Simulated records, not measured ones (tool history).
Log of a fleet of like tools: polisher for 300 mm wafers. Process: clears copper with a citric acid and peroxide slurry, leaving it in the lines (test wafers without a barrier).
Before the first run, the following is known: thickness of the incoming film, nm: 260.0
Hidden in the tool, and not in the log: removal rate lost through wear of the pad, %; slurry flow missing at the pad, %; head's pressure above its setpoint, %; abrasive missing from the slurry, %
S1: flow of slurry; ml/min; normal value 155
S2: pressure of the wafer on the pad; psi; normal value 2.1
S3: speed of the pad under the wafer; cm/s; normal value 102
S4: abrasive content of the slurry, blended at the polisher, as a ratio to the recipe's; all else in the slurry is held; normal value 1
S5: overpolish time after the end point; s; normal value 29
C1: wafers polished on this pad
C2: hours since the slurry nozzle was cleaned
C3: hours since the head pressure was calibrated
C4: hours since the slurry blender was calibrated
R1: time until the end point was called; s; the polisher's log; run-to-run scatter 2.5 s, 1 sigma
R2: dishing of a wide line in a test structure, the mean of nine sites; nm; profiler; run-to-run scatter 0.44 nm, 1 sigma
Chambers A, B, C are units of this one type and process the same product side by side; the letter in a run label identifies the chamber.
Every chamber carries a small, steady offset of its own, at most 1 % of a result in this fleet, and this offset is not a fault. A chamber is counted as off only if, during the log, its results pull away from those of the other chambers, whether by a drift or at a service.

run	hour	S1	S2	S3	S4	S5	C1	C2	C3	C4	R1	R2
# hour 6: chamber B: worn pad replaced by a new one
1A	6.3	155	2.1	102	1	29	212	89.9	10.9	33.1	134.39	37.724
2B	14.3	155	2.1	102	1	29	64	542.4	906	39.4	139.13	37.379
3C	19.3	155	2.1	102	1	29	279	603.8	824.7	69.3	137.96	38.629
4C	25.3	155	2.1	102	1	29	326	609.8	830.7	75.3	142.15	37.715
5B	30.1	155	2.1	102	1	29	186	558.2	921.8	55.2	136.26	37.788
6A	37.6	155	2.1	102	1	29	454	121.2	42.2	64.4	140.44	37.28
7C	43.3	155	2.1	102	1	29	465	627.8	848.7	93.3	142.06	38.008
8B	48.4	155	2.1	102	1	29	328	576.5	940.1	73.5	137.14	38.598
9A	52.4	155	2.1	102	1	29	569	136	57	79.2	138.12	37.109
10C	57.3	155	2.1	102	1	29	573	641.8	862.7	107.3	140.58	38.323
11B	65.1	155	2.1	102	1	29	457	593.2	956.8	90.2	139.84	37.698
12A	70.9	155	2.7	102	1	29	712	154.5	75.5	97.7	108.22	46.645
# hour 71.5: chamber C: slurry nozzle cleaned
13B	77.1	155	2.7	102	1	29	550	605.2	968.8	102.2	111.37	47.073
14C	80.6	155	2.7	102	1	29	753	9.2	886	130.6	109.49	49.144
15A	85.1	155	2.1	102	1	29	822	168.7	89.7	111.9	137.77	38.089
# hour 90.7: chamber B: slurry nozzle cleaned
16C	90.8	155	2.1	102	1	29	832	19.4	896.2	140.8	140.81	38.392
# hour 94.6: chamber A: slurry blender recalibrated
17B	97.2	155	2.1	102	1	29	705	6.6	988.9	122.3	140.3	38.446
18A	103.3	155	2.1	102	1	29	962	186.9	107.9	8.8	138.85	37.502
# hour 110.2: chamber A: worn pad replaced by a new one
19C	110.5	155	2.1	102	1	29	985	39.1	915.9	160.5	140.44	38.279
20A	114.2	155	2.1	102	1	29	31	197.8	118.8	19.7	139.67	38.04
21B	118.6	155	2.1	102	1	29	871	28	1010.3	143.7	137.77	38.53
# hour 119.9: chamber B: worn pad replaced by a new one
22A	123.9	155	2.1	102	1	29	106	207.5	128.5	29.4	138.28	37.833
23B	128.4	155	2.1	102	1	29	65	37.8	1020.1	153.5	137.26	38.135
24C	132.7	155	2.1	102	1	29	1156	61.3	938.1	182.7	136.64	38.635
# hour 133.2: chamber C: worn pad replaced by a new one
25A	139.4	155	2.1	102	1	29	226	223	144	44.9	139.5	37.633
26B	145.4	155	2.1	102	1	29	197	54.8	1037.1	170.5	136.75	37.503
27C	150.8	155	2.1	102	1	29	136	79.4	956.2	200.8	138.55	37.809
28B	155.4	155	1.5	102	1	29	274	64.8	1047.1	180.5	188.05	28.111
29A	159.7	155	1.5	102	1	29	383	243.3	164.3	65.2	197.42	27.363
30C	164.7	155	1.5	102	1	29	243	93.3	970.1	214.7	190.46	28.035
31C	172	155	2.1	102	1	29	300	100.6	977.4	222	140.7	38.769
32A	176	155	2.1	102	1	29	509	259.6	180.6	81.5	138.21	37.502
33B	182.6	155	2.1	102	1	29	485	92	1074.3	207.7	137.01	37.692
# hour 186: chamber C: head pressure recalibrated
34A	189.5	155	2.1	102	1	29	613	273.1	194.1	95	142.6	37.532
# hour 190.8: chamber A: slurry blender recalibrated
35C	195.2	155	1.6	102	1	29	479	123.8	9.2	245.2	178.23	29.359
36B	200.1	155	1.6	102	1	29	620	109.5	1091.8	225.2	179.09	29.728
37C	207	155	1.6	102	1	29	570	135.6	21	257	181.79	29.695
38A	212	155	2.1	102	1	29	787	295.6	216.6	21.3	138.19	37.775
39B	217.1	155	2.1	102	1	29	751	126.5	1108.8	242.2	139.48	37.765
40B	222.7	155	2.1	102	1	29	795	132.1	1114.4	247.8	137.5	38.707
# hour 227.2: chamber B: worn pad replaced by a new one
41A	227.6	155	2.1	102	1	20	908	311.2	232.2	36.9	142.05	26.821
42C	235.3	155	2.1	102	1	20	789	163.9	49.3	285.3	142.72	27.59
43B	241.9	155	2.1	102	1	20	114	151.3	1133.6	267	139.09	27.315
44A	247.8	155	2.1	102	1	29	1064	331.4	252.4	57.1	139.9	37.336

Next, every chamber runs the same settings. What will each give?
45A	253.6	155	2.1	102	1	29					?	?
45B	253.6	155	2.1	102	1	29					?	?
45C	253.6	155	2.1	102	1	29					?	?

run	R1	R2
45A	140.77	37.467
45B	139.48	38.215
45C	142.11	38.893
